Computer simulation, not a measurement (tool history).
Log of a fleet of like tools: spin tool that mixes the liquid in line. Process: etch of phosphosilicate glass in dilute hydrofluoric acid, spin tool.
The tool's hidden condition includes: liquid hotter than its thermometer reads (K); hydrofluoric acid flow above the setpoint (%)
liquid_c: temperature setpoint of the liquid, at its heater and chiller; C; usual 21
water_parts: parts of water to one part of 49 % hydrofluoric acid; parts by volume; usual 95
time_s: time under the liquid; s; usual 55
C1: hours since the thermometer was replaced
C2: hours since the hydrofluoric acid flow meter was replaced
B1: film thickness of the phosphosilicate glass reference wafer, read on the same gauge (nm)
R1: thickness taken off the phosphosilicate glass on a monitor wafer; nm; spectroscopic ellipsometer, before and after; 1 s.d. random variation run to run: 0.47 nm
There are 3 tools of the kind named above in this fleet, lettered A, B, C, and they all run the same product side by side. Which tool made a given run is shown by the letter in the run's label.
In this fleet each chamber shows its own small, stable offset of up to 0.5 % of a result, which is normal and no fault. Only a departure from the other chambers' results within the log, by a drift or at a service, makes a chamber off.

Run 1A, hour 2.7: usual settings; C1 668.0; C2 1799.3; B1 130.01. Result: R1 57.271 nm.
Run 2B, hour 6.0: usual settings; C1 826.8; C2 1457.3; B1 129.98. Result: R1 56.899 nm.
Run 3C, hour 9.5: usual settings; C1 1901.2; C2 234.8; B1 129.98. Result: R1 56.933 nm.
Run 4C, hour 15.4: usual settings; C1 1907.1; C2 240.7; B1 129.99. Result: R1 56.979 nm.
Run 5A, hour 19.1: usual settings; C1 684.4; C2 1815.7; B1 129.98. Result: R1 57.238 nm.
Run 6B, hour 22.2: usual settings but water_parts 135 parts by volume; C1 843.0; C2 1473.5; B1 130.03. Result: R1 38.560 nm.
Run 7C, hour 27.1: usual settings but water_parts 135 parts by volume; C1 1918.8; C2 252.4; B1 130.02. Result: R1 39.080 nm.
Run 8A, hour 32.3: usual settings but water_parts 135 parts by volume; C1 697.6; C2 1828.9; B1 129.99. Result: R1 38.675 nm.
Run 9B, hour 37.1: usual settings; C1 857.9; C2 1488.4; B1 130.03. Result: R1 57.151 nm.
Run 10C, hour 40.4: usual settings; C1 1932.1; C2 265.7; B1 129.95. Result: R1 57.409 nm.
Run 11A, hour 43.7: usual settings; C1 709.0; C2 1840.3; B1 130.03. Result: R1 56.785 nm.
Run 12B, hour 46.4: usual settings; C1 867.2; C2 1497.7; B1 130.02. Result: R1 57.348 nm.
Run 13B, hour 49.2: usual settings; C1 870.0; C2 1500.5; B1 130.00. Result: R1 56.935 nm.
Run 14C, hour 52.0: usual settings; C1 1943.7; C2 277.3; B1 129.98. Result: R1 56.500 nm.
Run 15A, hour 58.0: usual settings; C1 723.3; C2 1854.6; B1 130.00. Result: R1 57.148 nm.
Run 16C, hour 63.5: usual settings; C1 1955.2; C2 288.8; B1 130.01. Result: R1 56.816 nm.
Run 17A, hour 68.9: usual settings; C1 734.2; C2 1865.5; B1 130.00. Result: R1 57.134 nm.
Run 18B, hour 72.2: usual settings but liquid_c 19 C, water_parts 70 parts by volume; C1 893.0; C2 1523.5; B1 130.04. Result: R1 72.720 nm.
Run 19B, hour 75.9: usual settings but liquid_c 19 C, water_parts 70 parts by volume; C1 896.7; C2 1527.2; B1 130.00. Result: R1 73.817 nm.
Run 20A, hour 80.4: usual settings but liquid_c 19 C, water_parts 70 parts by volume; C1 745.7; C2 1877.0; B1 129.98. Result: R1 73.369 nm.
Run 21C, hour 85.3: usual settings but liquid_c 17 C, time_s 25 s; C1 1977.0; C2 310.6; B1 130.01. Result: R1 21.754 nm.
Run 22A, hour 88.3: usual settings but liquid_c 17 C, time_s 25 s; C1 753.6; C2 1884.9; B1 129.99. Result: R1 21.786 nm.
Run 23C, hour 93.5: usual settings but liquid_c 17 C, time_s 25 s; C1 1985.2; C2 318.8; B1 130.02. Result: R1 22.258 nm.
Run 24B, hour 96.4: usual settings but water_parts 115 parts by volume; C1 917.2; C2 1547.7; B1 130.04. Result: R1 46.143 nm.
Run 25B, hour 99.5: usual settings but water_parts 115 parts by volume; C1 920.3; C2 1550.8; B1 130.00. Result: R1 45.769 nm.
Run 26C, hour 103.6: usual settings but water_parts 115 parts by volume; C1 1995.3; C2 328.9; B1 130.00. Result: R1 46.013 nm.
Run 27A, hour 106.4: usual settings; C1 771.7; C2 1903.0; B1 130.03. Result: R1 57.265 nm.
Run 28B, hour 111.5: usual settings; C1 932.3; C2 1562.8; B1 129.99. Result: R1 57.289 nm.
Run 29A, hour 115.2: usual settings; C1 780.5; C2 1911.8; B1 129.99. Result: R1 57.023 nm.
Run 30C, hour 119.6: usual settings; C1 2011.3; C2 344.9; B1 130.00. Result: R1 58.175 nm.
Run 31B, hour 125.2: usual settings; C1 946.0; C2 1576.5; B1 129.97. Result: R1 56.710 nm.
Run 32A, hour 128.4: usual settings but liquid_c 19 C, water_parts 65 parts by volume; C1 793.7; C2 1925.0; B1 129.98. Result: R1 80.826 nm.
Run 33C, hour 134.0: usual settings but liquid_c 19 C, water_parts 65 parts by volume; C1 2025.7; C2 359.3; B1 130.01. Result: R1 79.520 nm.
Run 34A, hour 138.9: usual settings but liquid_c 19 C, water_parts 65 parts by volume; C1 804.2; C2 1935.5; B1 129.96. Result: R1 79.613 nm.
Run 35C, hour 144.4: usual settings; C1 2036.1; C2 369.7; B1 130.00. Result: R1 57.018 nm.
Run 36B, hour 147.5: usual settings; C1 968.3; C2 1598.8; B1 129.99. Result: R1 56.438 nm.
Run 37B, hour 152.3: usual settings; C1 973.1; C2 1603.6; B1 130.00. Result: R1 57.169 nm.
Run 38C, hour 157.5: usual settings but water_parts 135 parts by volume, time_s 75 s; C1 2049.2; C2 382.8; B1 130.01. Result: R1 53.102 nm.
Run 39A, hour 162.3: usual settings but water_parts 135 parts by volume, time_s 75 s; C1 827.6; C2 1958.9; B1 130.02. Result: R1 53.443 nm.
Run 40C, hour 167.3: usual settings but water_parts 135 parts by volume, time_s 75 s; C1 2059.0; C2 392.6; B1 130.02. Result: R1 53.459 nm.
Run 41B, hour 171.3: usual settings; C1 992.1; C2 1622.6; B1 130.03. Result: R1 57.584 nm.

What goes on in this fleet: one chamber off, a drifting gauge, or nothing beyond the chambers' own small offsets? Name the chamber and the cause, if any.

Beyond each chamber's small constant offset nothing stands out, and the gauge stays steady.

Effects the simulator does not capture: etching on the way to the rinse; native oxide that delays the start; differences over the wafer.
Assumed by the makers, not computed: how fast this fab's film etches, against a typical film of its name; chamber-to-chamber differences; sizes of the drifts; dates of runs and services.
